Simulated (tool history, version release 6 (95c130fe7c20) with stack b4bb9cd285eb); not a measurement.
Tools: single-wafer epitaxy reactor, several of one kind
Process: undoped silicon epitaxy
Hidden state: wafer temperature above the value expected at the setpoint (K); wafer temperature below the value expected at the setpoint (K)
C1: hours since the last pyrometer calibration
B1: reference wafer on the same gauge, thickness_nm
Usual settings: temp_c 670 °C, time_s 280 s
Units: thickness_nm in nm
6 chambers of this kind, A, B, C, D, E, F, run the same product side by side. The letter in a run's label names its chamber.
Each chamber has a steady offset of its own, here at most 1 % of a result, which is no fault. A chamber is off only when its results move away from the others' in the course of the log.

Run 1B, day 0.258: usual settings; C1 1043.0; B1 73.902. Result: thickness_nm 71.996 nm.
Run 2E, day 0.525: usual settings; C1 1984.9; B1 73.946. Result: thickness_nm 72.578 nm.
Run 3C, day 0.950: usual settings; C1 2297.1; B1 73.851. Result: thickness_nm 71.206 nm.
Run 4D, day 1.317: usual settings; C1 845.4; B1 73.896. Result: thickness_nm 72.548 nm.
Run 5A, day 1.529: usual settings; C1 2732.1; B1 73.911. Result: thickness_nm 72.964 nm.
Run 6F, day 1.921: usual settings; C1 1401.7; B1 73.954. Result: thickness_nm 70.915 nm.
Run 7B, day 2.188: usual settings; C1 1089.3; B1 73.887. Result: thickness_nm 71.844 nm.
Run 8D, day 2.454: usual settings; C1 872.7; B1 74.028. Result: thickness_nm 73.484 nm.
Run 9E, day 2.775: usual settings; C1 2038.9; B1 74.006. Result: thickness_nm 72.520 nm.
Run 10C, day 3.042: usual settings but time_s 326 s; C1 2347.3; B1 73.904. Result: thickness_nm 82.081 nm.
At day 3.375: chamber A: pyrometer calibrated.
Run 11F, day 3.400: usual settings but time_s 326 s; C1 1437.2; B1 73.907. Result: thickness_nm 82.912 nm.
Run 12A, day 3.608: usual settings but time_s 326 s; C1 5.7; B1 73.994. Result: thickness_nm 83.211 nm.
Run 13E, day 3.992: usual settings but time_s 326 s; C1 2068.1; B1 73.843. Result: thickness_nm 84.780 nm.
Run 14B, day 4.325: usual settings but time_s 326 s; C1 1140.6; B1 73.819. Result: thickness_nm 83.515 nm.
Run 15C, day 4.671: usual settings but time_s 326 s; C1 2386.4; B1 73.893. Result: thickness_nm 83.202 nm.
Run 16D, day 4.933: usual settings; C1 932.2; B1 73.950. Result: thickness_nm 72.640 nm.
Run 17F, day 5.175: usual settings; C1 1479.8; B1 73.981. Result: thickness_nm 70.919 nm.
Run 18A, day 5.417: usual settings; C1 49.1; B1 73.918. Result: thickness_nm 71.568 nm.
Run 19C, day 5.717: usual settings; C1 2411.5; B1 73.854. Result: thickness_nm 71.525 nm.
Run 20E, day 6.079: usual settings; C1 2118.2; B1 73.857. Result: thickness_nm 73.035 nm.
Run 21B, day 6.392: usual settings; C1 1190.2; B1 73.837. Result: thickness_nm 72.818 nm.
At day 6.575: chamber F: pyrometer calibrated.
Run 22D, day 6.767: usual settings; C1 976.2; B1 73.930. Result: thickness_nm 72.496 nm.
Run 23A, day 7.192: usual settings; C1 91.7; B1 73.945. Result: thickness_nm 72.210 nm.
Run 24F, day 7.592: usual settings but time_s 326 s; C1 24.5; B1 73.854. Result: thickness_nm 82.972 nm.
Run 25C, day 7.892: usual settings but time_s 326 s; C1 2463.7; B1 73.932. Result: thickness_nm 83.023 nm.
Run 26B, day 8.300: usual settings but time_s 326 s; C1 1236.0; B1 73.902. Result: thickness_nm 85.742 nm.
Run 27A, day 8.567: usual settings but time_s 326 s; C1 124.7; B1 73.926. Result: thickness_nm 83.551 nm.
Run 28F, day 8.796: usual settings but time_s 326 s; C1 53.4; B1 73.988. Result: thickness_nm 83.519 nm.
Run 29D, day 9.008: usual settings but time_s 326 s; C1 1030.0; B1 73.943. Result: thickness_nm 84.911 nm.
Run 30E, day 9.292: usual settings; C1 2195.3; B1 73.880. Result: thickness_nm 72.142 nm.
Run 31C, day 9.642: usual settings; C1 2505.7; B1 73.897. Result: thickness_nm 71.162 nm.
Run 32D, day 9.854: usual settings but temp_c 658 °C, time_s 319 s; C1 1050.3; B1 73.811. Result: thickness_nm 64.058 nm.
Run 33F, day 10.238: usual settings but temp_c 658 °C, time_s 319 s; C1 88.0; B1 73.867. Result: thickness_nm 63.483 nm.
Run 34E, day 10.512: usual settings but temp_c 658 °C, time_s 319 s; C1 2224.6; B1 73.799. Result: thickness_nm 63.877 nm.
Run 35A, day 10.929: usual settings but temp_c 658 °C, time_s 319 s; C1 181.4; B1 73.980. Result: thickness_nm 63.550 nm.
Run 36B, day 11.188: usual settings but temp_c 658 °C, time_s 319 s; C1 1305.3; B1 73.821. Result: thickness_nm 67.237 nm.

What goes on in this fleet: one chamber off, a drifting gauge, or nothing beyond the chambers' own small offsets? Name the chamber and the cause, if any.

Chamber B drifts away from the others.
Cause: wafer temperature above the value expected at the setpoint (K) = 2.81.

Here are 4 candidates for chamber B's next run, each the usual settings with a change, their results left as question marks. Which one brings its results back in line with what the others give on the usual settings?
In line means no further than this from the other chambers' mean on the usual settings: thickness_nm 1.500 nm
Run 37B-1, day 11.517: usual settings but temp_c 669 °C, time_s 279 s. Result: thickness_nm ?.
Run 37B-2, day 11.517: usual settings but temp_c 671 °C, time_s 281 s. Result: thickness_nm ?.
Run 37B-3, day 11.517: usual settings but time_s 264 s. Result: thickness_nm ?.
Run 37B-4, day 11.517: usual settings but time_s 296 s. Result: thickness_nm ?.

The other chambers' mean on the usual settings: thickness_nm 71.970 nm
  run  thickness_nm
37B-1        74.450
37B-2        78.209
37B-3        71.948
37B-4        80.669
37B-3 brings the chamber back in line.
